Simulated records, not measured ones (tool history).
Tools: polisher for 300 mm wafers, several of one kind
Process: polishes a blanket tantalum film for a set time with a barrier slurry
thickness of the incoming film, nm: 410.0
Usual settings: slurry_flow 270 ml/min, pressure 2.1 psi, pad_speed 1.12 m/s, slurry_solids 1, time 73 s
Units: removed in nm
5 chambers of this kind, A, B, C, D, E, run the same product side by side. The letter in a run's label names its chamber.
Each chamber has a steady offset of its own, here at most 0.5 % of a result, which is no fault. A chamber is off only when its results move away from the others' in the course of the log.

| run | hour | slurry_flow | pressure | pad_speed | slurry_solids | time | wafers polished on this pad | hours since the slurry nozzle was cleaned | hours since the head pressure was calibrated | hours since the slurry blender was calibrated | removed |
|---|---|---|---|---|---|---|---|---|---|---|---|
|  | 0.7 | chamber C: slurry blender recalibrated |
| 1A | 2.9 | 270 | 2.1 | 1.12 | 1 | 73 | 398 | 52.6 | 284.5 | 36.6 | 138.97 |
|  | 6.0 | chamber E: worn pad replaced by a new one |
| 2E | 7.0 | 270 | 2.1 | 1.12 | 1 | 73 | 10 | 293.5 | 164.7 | 59.9 | 136.18 |
| 3D | 10.2 | 270 | 2.1 | 1.12 | 1 | 73 | 305 | 35.4 | 311.9 | 257.4 | 138.65 |
| 4B | 13.5 | 270 | 2.1 | 1.12 | 1 | 73 | 1013 | 100.4 | 848.7 | 211.6 | 137.14 |
| 5C | 16.9 | 270 | 2.1 | 1.12 | 1 | 73 | 404 | 200.6 | 1008.7 | 16.2 | 137.04 |
| 6A | 20.7 | 270 | 2.1 | 1.12 | 1 | 73 | 576 | 70.4 | 302.3 | 54.4 | 140.02 |
| 7C | 24.3 | 270 | 2.1 | 1.12 | 1 | 73 | 478 | 208.0 | 1016.1 | 23.6 | 135.97 |
|  | 26.2 | chamber B: worn pad replaced by a new one |
| 8D | 28.6 | 270 | 2.1 | 0.94 | 1 | 73 | 489 | 53.8 | 330.3 | 275.8 | 115.18 |
| 9B | 33.4 | 270 | 2.1 | 0.94 | 1 | 73 | 72 | 120.3 | 868.6 | 231.5 | 116.03 |
| 10E | 39.3 | 270 | 2.1 | 0.94 | 1 | 73 | 333 | 325.8 | 197.0 | 92.2 | 116.34 |
| 11E | 42.4 | 270 | 2.1 | 0.94 | 1 | 73 | 364 | 328.9 | 200.1 | 95.3 | 115.41 |
|  | 45.9 | chamber A: worn pad replaced by a new one |
| 12D | 47.0 | 270 | 2.1 | 0.94 | 1 | 73 | 673 | 72.2 | 348.7 | 294.2 | 113.94 |
|  | 48.1 | chamber C: worn pad replaced by a new one |
|  | 48.7 | chamber B: head pressure recalibrated |
|  | 52.2 | chamber D: slurry blender recalibrated |
| 13C | 52.5 | 270 | 2.1 | 1.12 | 1 | 73 | 44 | 236.2 | 1044.3 | 51.8 | 136.78 |
| 14B | 55.6 | 270 | 2.1 | 1.12 | 1 | 73 | 294 | 142.5 | 6.9 | 253.7 | 123.34 |
| 15A | 61.2 | 270 | 2.1 | 1.12 | 1 | 73 | 153 | 110.9 | 342.8 | 94.9 | 137.82 |
| 16B | 65.6 | 270 | 2.1 | 1.12 | 1 | 73 | 394 | 152.5 | 16.9 | 263.7 | 124.07 |
| 17D | 70.8 | 270 | 2.1 | 1.12 | 1 | 73 | 911 | 96.0 | 372.5 | 18.7 | 135.81 |
| 18C | 75.1 | 270 | 2.1 | 1.12 | 1 | 73 | 270 | 258.8 | 1066.9 | 74.4 | 134.26 |
| 19E | 78.3 | 270 | 2.1 | 1.12 | 1 | 73 | 723 | 364.8 | 236.0 | 131.2 | 135.94 |
| 20A | 83.0 | 270 | 2.1 | 1.12 | 1 | 73 | 371 | 132.7 | 364.6 | 116.7 | 136.76 |
|  | 85.7 | chamber D: worn pad replaced by a new one |
| 21B | 88.5 | 270 | 2.1 | 0.84 | 1 | 73 | 623 | 175.4 | 39.8 | 286.6 | 92.72 |
| 22A | 92.9 | 270 | 2.1 | 0.84 | 1 | 73 | 470 | 142.6 | 374.5 | 126.6 | 103.91 |
| 23C | 96.0 | 270 | 2.1 | 0.84 | 1 | 73 | 479 | 279.7 | 1087.8 | 95.3 | 104.09 |
| 24D | 101.2 | 270 | 2.1 | 0.84 | 1 | 73 | 155 | 126.4 | 402.9 | 49.1 | 102.89 |
| 25E | 104.6 | 270 | 2.1 | 0.84 | 1 | 73 | 986 | 391.1 | 262.3 | 157.5 | 103.03 |
| 26B | 108.0 | 270 | 2.1 | 1.12 | 1 | 73 | 818 | 194.9 | 59.3 | 306.1 | 122.52 |
| 27D | 111.3 | 270 | 2.1 | 1.12 | 1 | 73 | 256 | 136.5 | 413.0 | 59.2 | 135.66 |
| 28A | 115.2 | 270 | 2.1 | 1.12 | 1 | 73 | 693 | 164.9 | 396.8 | 148.9 | 133.77 |
|  | 115.5 | chamber A: worn pad replaced by a new one |
| 29E | 118.8 | 270 | 2.1 | 1.12 | 1 | 73 | 1128 | 405.3 | 276.5 | 171.7 | 138.33 |
|  | 122.1 | chamber B: worn pad replaced by a new one |
| 30C | 122.9 | 270 | 2.1 | 1.12 | 1 | 73 | 748 | 306.6 | 1114.7 | 122.2 | 139.37 |
|  | 123.4 | chamber C: worn pad replaced by a new one |
| 31E | 127.6 | 335 | 2.1 | 1.12 | 1 | 73 | 1216 | 414.1 | 285.3 | 180.5 | 138.23 |
| 32D | 133.5 | 335 | 2.1 | 1.12 | 1 | 73 | 478 | 158.7 | 435.2 | 81.4 | 137.41 |
| 33C | 139.1 | 335 | 2.1 | 1.12 | 1 | 73 | 157 | 322.8 | 1130.9 | 138.4 | 139.14 |
| 34B | 142.1 | 335 | 2.1 | 1.12 | 1 | 73 | 200 | 229.0 | 93.4 | 340.2 | 124.05 |
| 35A | 145.8 | 335 | 2.1 | 1.12 | 1 | 73 | 303 | 195.5 | 427.4 | 179.5 | 140.61 |

What goes on in this fleet: one chamber off, a drifting gauge, or nothing beyond the chambers' own small offsets? Name the chamber and the cause, if any.

A service left chamber B off against the others.
Cause: head's pressure below its setpoint, % = 11.2.

Here are 4 candidates for chamber B's next run, each the usual settings with a change, their results left as question marks. Which one brings its results back in line with what the others give on the usual settings?
In line means no further than this from the other chambers' mean on the usual settings: removed 4.500 nm
| 36B-1 | 150.1 | 270 | 2.0 | 1.12 | 1 | 69 |  |  |  |  | ? |
| 36B-2 | 150.1 | 270 | 2.1 | 1.36 | 1 | 73 |  |  |  |  | ? |
| 36B-3 | 150.1 | 270 | 2.2 | 1.12 | 1 | 78 |  |  |  |  | ? |
| 36B-4 | 150.1 | 270 | 1.9 | 1.12 | 1 | 66 |  |  |  |  | ? |

The other chambers' mean on the usual settings: removed 136.830 nm
| run | removed |
|---|---|
| 36B-1 | 109.630 |
| 36B-2 | 147.450 |
| 36B-3 | 136.160 |
| 36B-4 | 99.691 |
36B-3 brings the chamber back in line.
